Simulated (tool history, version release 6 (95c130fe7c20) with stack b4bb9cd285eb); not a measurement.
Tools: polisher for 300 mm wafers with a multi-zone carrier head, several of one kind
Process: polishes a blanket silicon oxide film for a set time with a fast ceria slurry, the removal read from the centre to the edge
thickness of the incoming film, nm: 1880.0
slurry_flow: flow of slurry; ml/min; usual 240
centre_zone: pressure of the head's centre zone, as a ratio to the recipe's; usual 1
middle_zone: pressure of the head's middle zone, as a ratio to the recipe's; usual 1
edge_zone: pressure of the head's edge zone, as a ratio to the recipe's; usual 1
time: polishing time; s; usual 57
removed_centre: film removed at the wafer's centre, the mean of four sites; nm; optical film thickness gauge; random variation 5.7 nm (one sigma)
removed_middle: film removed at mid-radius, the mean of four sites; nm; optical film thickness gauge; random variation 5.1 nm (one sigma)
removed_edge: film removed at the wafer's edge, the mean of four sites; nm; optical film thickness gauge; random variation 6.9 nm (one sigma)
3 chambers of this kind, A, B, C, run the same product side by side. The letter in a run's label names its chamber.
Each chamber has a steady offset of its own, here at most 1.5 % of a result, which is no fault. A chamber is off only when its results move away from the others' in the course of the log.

At hour 4.6: chamber B: worn pad replaced by a new one.
Run 1A, hour 8.7: usual settings. Result: removed_centre 666.6 nm, removed_middle 655 nm, removed_edge 669.67 nm.
At hour 20.9: chamber B: slurry nozzle cleaned.
Run 2C, hour 23.3: usual settings. Result: removed_centre 661.82 nm, removed_middle 657.49 nm, removed_edge 652.03 nm.
Run 3B, hour 32.5: usual settings. Result: removed_centre 648.73 nm, removed_middle 654 nm, removed_edge 645.02 nm.
At hour 35.9: chamber A: worn pad replaced by a new one.
At hour 39.3: chamber B: centre zone pressure recalibrated.
Run 4B, hour 45.1: usual settings. Result: removed_centre 649.32 nm, removed_middle 650.23 nm, removed_edge 657.13 nm.
Run 5A, hour 57.6: usual settings. Result: removed_centre 662.19 nm, removed_middle 660.36 nm, removed_edge 652.12 nm.
Run 6C, hour 71.6: usual settings. Result: removed_centre 654.93 nm, removed_middle 651.53 nm, removed_edge 648.56 nm.
Run 7A, hour 85.1: usual settings. Result: removed_centre 667.18 nm, removed_middle 656.22 nm, removed_edge 661.08 nm.
Run 8B, hour 95.3: usual settings. Result: removed_centre 650.21 nm, removed_middle 649.56 nm, removed_edge 648.83 nm.
At hour 106.8: chamber C: centre zone pressure recalibrated.
Run 9C, hour 110.1: usual settings. Result: removed_centre 639.6 nm, removed_middle 635.56 nm, removed_edge 631.44 nm.
Run 10B, hour 116.6: usual settings. Result: removed_centre 641.9 nm, removed_middle 648.12 nm, removed_edge 642.46 nm.
At hour 125.2: chamber B: worn pad replaced by a new one.
Run 11A, hour 127: usual settings. Result: removed_centre 654.29 nm, removed_middle 660.41 nm, removed_edge 661.23 nm.
Run 12C, hour 134.6: usual settings. Result: removed_centre 631.41 nm, removed_middle 632.9 nm, removed_edge 631.42 nm.
Run 13C, hour 143.1: usual settings. Result: removed_centre 635.74 nm, removed_middle 630.17 nm, removed_edge 626.51 nm.
At hour 151: chamber A: worn pad replaced by a new one.
Run 14B, hour 156.4: usual settings. Result: removed_centre 644.9 nm, removed_middle 658.9 nm, removed_edge 649.99 nm.
Run 15A, hour 165.5: usual settings. Result: removed_centre 661.42 nm, removed_middle 653.55 nm, removed_edge 646.87 nm.
At hour 167: chamber C: slurry nozzle cleaned.
Run 16A, hour 178.2: usual settings but middle_zone 1.12. Result: removed_centre 663.96 nm, removed_middle 727.42 nm, removed_edge 656.17 nm.
Run 17C, hour 186.1: usual settings but middle_zone 1.12. Result: removed_centre 616.85 nm, removed_middle 683.05 nm, removed_edge 602.95 nm.
Run 18B, hour 196.2: usual settings but middle_zone 1.12. Result: removed_centre 639.65 nm, removed_middle 726.82 nm, removed_edge 643 nm.
Run 19B, hour 204.6: usual settings. Result: removed_centre 654.18 nm, removed_middle 650.7 nm, removed_edge 645.88 nm.
Run 20C, hour 217.6: usual settings. Result: removed_centre 613.99 nm, removed_middle 610.15 nm, removed_edge 595.03 nm.
Run 21A, hour 227: usual settings but centre_zone 0.91, time 76 s. Result: removed_centre 799.37 nm, removed_middle 879.04 nm, removed_edge 878.21 nm.
Run 22C, hour 236.2: usual settings but centre_zone 0.91, time 76 s. Result: removed_centre 713.98 nm, removed_middle 806.19 nm, removed_edge 804.51 nm.
At hour 246: chamber B: worn pad replaced by a new one.
Run 23A, hour 246.9: usual settings but centre_zone 0.91, time 76 s. Result: removed_centre 788.17 nm, removed_middle 868.13 nm, removed_edge 872.61 nm.
At hour 257: chamber B: slurry nozzle cleaned.
Run 24B, hour 260: usual settings. Result: removed_centre 643.89 nm, removed_middle 655.61 nm, removed_edge 653.81 nm.
At hour 263.3: chamber A: worn pad replaced by a new one.
Run 25C, hour 267.5: usual settings. Result: removed_centre 590.58 nm, removed_middle 596.48 nm, removed_edge 603.19 nm.
Run 26A, hour 275.5: usual settings. Result: removed_centre 657.82 nm, removed_middle 662.12 nm, removed_edge 651.83 nm.
Run 27B, hour 283.4: usual settings but edge_zone 1.08. Result: removed_centre 661.26 nm, removed_middle 650.54 nm, removed_edge 674.47 nm.
Run 28A, hour 292.6: usual settings but edge_zone 1.08. Result: removed_centre 657.14 nm, removed_middle 656.37 nm, removed_edge 684.39 nm.

What goes on in this fleet: one chamber off, a drifting gauge, or nothing beyond the chambers' own small offsets? Name the chamber and the cause, if any.

Chamber C drifts away from the others.
Cause: removal rate lost through wear of the pad, % = 10.7.

Here are 4 candidates for chamber C's next run, each the usual settings with a change, their results left as question marks. Which one brings its results back in line with what the others give on the usual settings?
In line means no further than this from the other chambers' mean on the usual settings: removed_centre 20 nm; removed_middle 18 nm; removed_edge 24 nm
Run 29C-1, hour 303.1: usual settings but slurry_flow 245 ml/min, time 63 s. Result: removed_centre ?, removed_middle ?, removed_edge ?.
Run 29C-2, hour 303.1: usual settings but slurry_flow 235 ml/min, time 51 s. Result: removed_centre ?, removed_middle ?, removed_edge ?.
Run 29C-3, hour 303.1: usual settings but time 54 s. Result: removed_centre ?, removed_middle ?, removed_edge ?.
Run 29C-4, hour 303.1: usual settings but time 60 s. Result: removed_centre ?, removed_middle ?, removed_edge ?.

The other chambers' mean on the usual settings: removed_centre 652.45 nm; removed_middle 654.24 nm; removed_edge 650.75 nm
  run  removed_centre  removed_middle  removed_edge
29C-1          647.32          650.28        647.62
29C-2          521.06          523.73        522.23
29C-3          553.31          555.99        554.05
29C-4          614.79          617.76        615.61
29C-1 brings the chamber back in line.

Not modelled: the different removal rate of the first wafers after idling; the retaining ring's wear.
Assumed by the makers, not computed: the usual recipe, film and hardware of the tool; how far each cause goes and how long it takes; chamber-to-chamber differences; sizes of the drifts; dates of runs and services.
